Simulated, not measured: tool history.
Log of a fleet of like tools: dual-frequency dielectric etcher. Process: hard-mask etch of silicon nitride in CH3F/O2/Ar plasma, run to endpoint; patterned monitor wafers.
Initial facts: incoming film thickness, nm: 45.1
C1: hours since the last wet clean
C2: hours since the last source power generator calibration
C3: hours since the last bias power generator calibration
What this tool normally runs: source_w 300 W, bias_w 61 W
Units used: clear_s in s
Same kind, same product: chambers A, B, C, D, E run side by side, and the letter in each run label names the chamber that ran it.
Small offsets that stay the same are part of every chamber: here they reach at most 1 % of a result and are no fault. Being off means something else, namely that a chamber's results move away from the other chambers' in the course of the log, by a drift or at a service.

run 1C day=0.35 | source_w=300 bias_w=61 | C1=180.7 C2=1189.1 C3=369.5 | clear_s=76.456
-- day=0.404 chamber B: wet clean of the chamber
run 2D day=0.596 | source_w=300 bias_w=61 | C1=482.9 C2=736.8 C3=148.6 | clear_s=77.473
run 3A day=0.8 | source_w=300 bias_w=61 | C1=87.7 C2=772.4 C3=3988.9 | clear_s=76.558
run 4E day=1.042 | source_w=300 bias_w=61 | C1=280.4 C2=2846.3 C3=3850.3 | clear_s=76.694
run 5B day=1.275 | source_w=300 bias_w=61 | C1=21 C2=869.3 C3=1790.2 | clear_s=77.741
run 6E day=1.512 | source_w=300 bias_w=61 | C1=291.7 C2=2857.6 C3=3861.6 | clear_s=77.337
run 7B day=1.888 | source_w=300 bias_w=55 | C1=35.7 C2=884 C3=1804.9 | clear_s=80.621
run 8A day=2.242 | source_w=300 bias_w=55 | C1=122.3 C2=807 C3=4023.5 | clear_s=80.286
run 9D day=2.617 | source_w=300 bias_w=55 | C1=531.4 C2=785.3 C3=197.1 | clear_s=79.788
run 10C day=2.821 | source_w=300 bias_w=55 | C1=240 C2=1248.4 C3=428.8 | clear_s=80.302
-- day=3.067 chamber A: bias power generator calibrated
run 11D day=3.258 | source_w=300 bias_w=55 | C1=546.8 C2=800.7 C3=212.5 | clear_s=79.29
-- day=3.4 chamber E: source power generator calibrated
run 12A day=3.646 | source_w=300 bias_w=61 | C1=156 C2=840.7 C3=13.9 | clear_s=77.821
run 13B day=4.075 | source_w=300 bias_w=61 | C1=88.2 C2=936.5 C3=1857.4 | clear_s=76.919
run 14E day=4.358 | source_w=300 bias_w=61 | C1=360 C2=23.1 C3=3929.9 | clear_s=76.435
-- day=4.392 chamber D: wet clean of the chamber
run 15C day=4.562 | source_w=300 bias_w=61 | C1=281.8 C2=1290.2 C3=470.6 | clear_s=76.657
run 16C day=4.767 | source_w=300 bias_w=61 | C1=286.7 C2=1295.1 C3=475.5 | clear_s=76.735
run 17E day=5.171 | source_w=300 bias_w=61 | C1=379.5 C2=42.6 C3=3949.4 | clear_s=76.241
run 18D day=5.483 | source_w=300 bias_w=61 | C1=26.2 C2=854.1 C3=265.9 | clear_s=77.296
run 19A day=5.892 | source_w=300 bias_w=61 | C1=209.9 C2=894.6 C3=67.8 | clear_s=77.405
run 20B day=6.212 | source_w=300 bias_w=61 | C1=139.5 C2=987.8 C3=1908.7 | clear_s=77.909
run 21A day=6.475 | source_w=300 bias_w=61 | C1=223.9 C2=908.6 C3=81.8 | clear_s=77.766
run 22E day=6.888 | source_w=300 bias_w=61 | C1=420.7 C2=83.8 C3=3990.6 | clear_s=77.133
run 23C day=7.104 | source_w=300 bias_w=61 | C1=342.8 C2=1351.2 C3=531.6 | clear_s=75.83
run 24B day=7.538 | source_w=300 bias_w=61 | C1=171.3 C2=1019.6 C3=1940.5 | clear_s=77.419
run 25D day=7.792 | source_w=300 bias_w=61 | C1=81.6 C2=909.5 C3=321.3 | clear_s=77.306
run 26B day=8.088 | source_w=300 bias_w=61 | C1=184.5 C2=1032.8 C3=1953.7 | clear_s=76.736
run 27C day=8.5 | source_w=300 bias_w=61 | C1=376.3 C2=1384.7 C3=565.1 | clear_s=75.103
run 28E day=8.704 | source_w=300 bias_w=48 | C1=464.3 C2=127.4 C3=4034.2 | clear_s=82.596
run 29A day=8.929 | source_w=300 bias_w=48 | C1=282.8 C2=967.5 C3=140.7 | clear_s=83.158
run 30D day=9.154 | source_w=300 bias_w=48 | C1=114.3 C2=942.2 C3=354 | clear_s=82.547
run 31D day=9.492 | source_w=300 bias_w=48 | C1=122.4 C2=950.3 C3=362.1 | clear_s=83.418
run 32E day=9.738 | source_w=300 bias_w=48 | C1=489.1 C2=152.2 C3=4059 | clear_s=82.813
run 33B day=10.154 | source_w=300 bias_w=61 | C1=234.1 C2=1082.4 C3=2003.3 | clear_s=76.425
-- day=10.2 chamber E: wet clean of the chamber
run 34C day=10.562 | source_w=300 bias_w=61 | C1=425.8 C2=1434.2 C3=614.6 | clear_s=74.286
run 35A day=10.896 | source_w=300 bias_w=61 | C1=330 C2=1014.7 C3=187.9 | clear_s=77.008
run 36B day=11.308 | source_w=300 bias_w=61 | C1=261.8 C2=1110.1 C3=2031 | clear_s=76.435
run 37D day=11.571 | source_w=300 bias_w=61 | C1=172.3 C2=1000.2 C3=412 | clear_s=77.377
run 38E day=12.021 | source_w=230 bias_w=75 | C1=43.7 C2=207 C3=4113.8 | clear_s=78.622
run 39A day=12.321 | source_w=230 bias_w=75 | C1=364.2 C2=1048.9 C3=222.1 | clear_s=79.529
run 40C day=12.617 | source_w=230 bias_w=75 | C1=475.1 C2=1483.5 C3=663.9 | clear_s=76.227

Has any chamber moved away from the others, gradually or after a service, or does the common gauge drift, or do the chambers differ only by their own small steady offsets? State the chamber and the most likely cause if one applies.

One chamber, C, drifts off from the rest bit by bit.
Likeliest cause: etch rate over this chamber's usual, % = 4.68.

Chamber C could run next with any of the 4 candidate recipes listed below; each alters the usual settings, and their results appear as question marks. Which one brings its results back in line with what the other chambers deliver on the usual settings?
Allowed miss from the other chambers' usual-settings mean, per result, to count as in line: clear_s 1.8 s
run 41C-1 day=12.938 | source_w=340 bias_w=67 | clear_s=?
run 41C-2 day=12.938 | source_w=320 bias_w=64 | clear_s=?
run 41C-3 day=12.938 | source_w=260 bias_w=55 | clear_s=?
run 41C-4 day=12.938 | source_w=280 bias_w=58 | clear_s=?

Average result of the remaining chambers running the usual settings: clear_s 77.099 s
run=41C-1 clear_s=68.55
run=41C-2 clear_s=71.277
run=41C-3 clear_s=81.295
run=41C-4 clear_s=77.596
It is 41C-4 that realigns the chamber with its peers.
